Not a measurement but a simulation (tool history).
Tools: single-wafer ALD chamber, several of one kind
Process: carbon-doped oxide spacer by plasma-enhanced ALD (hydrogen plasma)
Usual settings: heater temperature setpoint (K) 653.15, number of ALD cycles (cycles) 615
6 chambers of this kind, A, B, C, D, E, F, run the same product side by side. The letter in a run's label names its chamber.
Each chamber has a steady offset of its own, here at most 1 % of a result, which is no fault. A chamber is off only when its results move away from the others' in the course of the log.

| run | day | heater temperature setpoint (K) | number of ALD cycles (cycles) | hours since the last thermocouple change | read-back reference wafer on the same gauge, thickness_nm | mean film thickness on the monitor wafer (nm) |
|---|---|---|---|---|---|---|
| 1B | 0.212 | 653.15 | 615 | 1812.6 | 34.706 | 30.992 |
| 2A | 0.446 | 653.15 | 615 | 1478.3 | 34.691 | 30.473 |
| 3E | 0.608 | 653.15 | 615 | 832.4 | 34.683 | 30.821 |
| 4C | 0.858 | 653.15 | 615 | 573.5 | 34.684 | 30.929 |
| 5F | 1.004 | 653.15 | 513 | 1176.5 | 34.677 | 25.607 |
| 6D | 1.308 | 653.15 | 513 | 1271.8 | 34.668 | 25.46 |
| 7A | 1.621 | 653.15 | 513 | 1506.5 | 34.66 | 25.439 |
| 8B | 1.883 | 653.15 | 513 | 1852.7 | 34.675 | 25.76 |
| 9C | 2.096 | 653.15 | 513 | 603.2 | 34.653 | 25.763 |
| 10E | 2.371 | 653.15 | 513 | 874.7 | 34.647 | 25.709 |
| 11F | 2.625 | 653.15 | 615 | 1215.4 | 34.653 | 30.691 |
| 12D | 2.838 | 653.15 | 657 | 1308.5 | 34.63 | 32.687 |
| 13F | 3.142 | 653.15 | 657 | 1227.8 | 34.625 | 32.811 |
| 14B | 3.392 | 653.15 | 657 | 1888.9 | 34.627 | 32.958 |
| 15D | 3.654 | 653.15 | 657 | 1328.1 | 34.62 | 32.499 |
| 16E | 3.879 | 653.15 | 657 | 910.9 | 34.626 | 32.866 |
| 17A | 4.2 | 653.15 | 657 | 1568.4 | 34.605 | 32.588 |
| 18C | 4.358 | 653.15 | 615 | 657.5 | 34.606 | 30.86 |
| 19D | 4.562 | 661.15 | 522 | 1349.9 | 34.589 | 25.81 |
| 20E | 4.754 | 661.15 | 522 | 931.9 | 34.603 | 26.2 |
| 21F | 4.988 | 661.15 | 522 | 1272.1 | 34.594 | 26.041 |
| 22C | 5.242 | 661.15 | 522 | 678.7 | 34.593 | 26.104 |
| 23A | 5.45 | 661.15 | 522 | 1598.4 | 34.587 | 25.875 |
| 24B | 5.725 | 661.15 | 522 | 1944.9 | 34.582 | 26.117 |
| 25C | 5.917 | 653.15 | 562 | 694.9 | 34.568 | 28.06 |
| 26E | 6.121 | 653.15 | 562 | 964.7 | 34.57 | 28.143 |
| 27B | 6.358 | 653.15 | 562 | 1960.1 | 34.577 | 28.071 |
| 28F | 6.646 | 653.15 | 562 | 1311.9 | 34.568 | 27.999 |
| 29A | 6.925 | 653.15 | 562 | 1633.8 | 34.543 | 27.767 |
| 30D | 7.167 | 653.15 | 562 | 1412.4 | 34.558 | 27.824 |
| 31C | 7.421 | 665.15 | 703 | 731 | 34.552 | 35.152 |
| 32E | 7.638 | 665.15 | 703 | 1001.1 | 34.542 | 35.071 |
| 33D | 7.829 | 665.15 | 703 | 1428.3 | 34.533 | 34.884 |
| 34B | 8.025 | 665.15 | 703 | 2000.1 | 34.526 | 35.123 |
| 35F | 8.279 | 665.15 | 703 | 1351.1 | 34.528 | 35.036 |
| 36A | 8.483 | 665.15 | 703 | 1671.2 | 34.522 | 34.721 |
| 37B | 8.717 | 653.15 | 615 | 2016.7 | 34.51 | 30.702 |
| 38E | 8.921 | 653.15 | 615 | 1031.9 | 34.505 | 30.625 |
| 39A | 9.104 | 653.15 | 615 | 1686.1 | 34.509 | 30.41 |

All 6 chambers run these settings next. Forecast each chamber's results:
| 40A | 9.346 | 653.15 | 615 |  |  | ? |
| 40B | 9.346 | 653.15 | 615 |  |  | ? |
| 40C | 9.346 | 653.15 | 615 |  |  | ? |
| 40D | 9.346 | 653.15 | 615 |  |  | ? |
| 40E | 9.346 | 653.15 | 615 |  |  | ? |
| 40F | 9.346 | 653.15 | 615 |  |  | ? |

| run | mean film thickness on the monitor wafer (nm) |
|---|---|
| 40A | 30.358 |
| 40B | 30.714 |
| 40C | 30.737 |
| 40D | 30.364 |
| 40E | 30.677 |
| 40F | 30.66 |
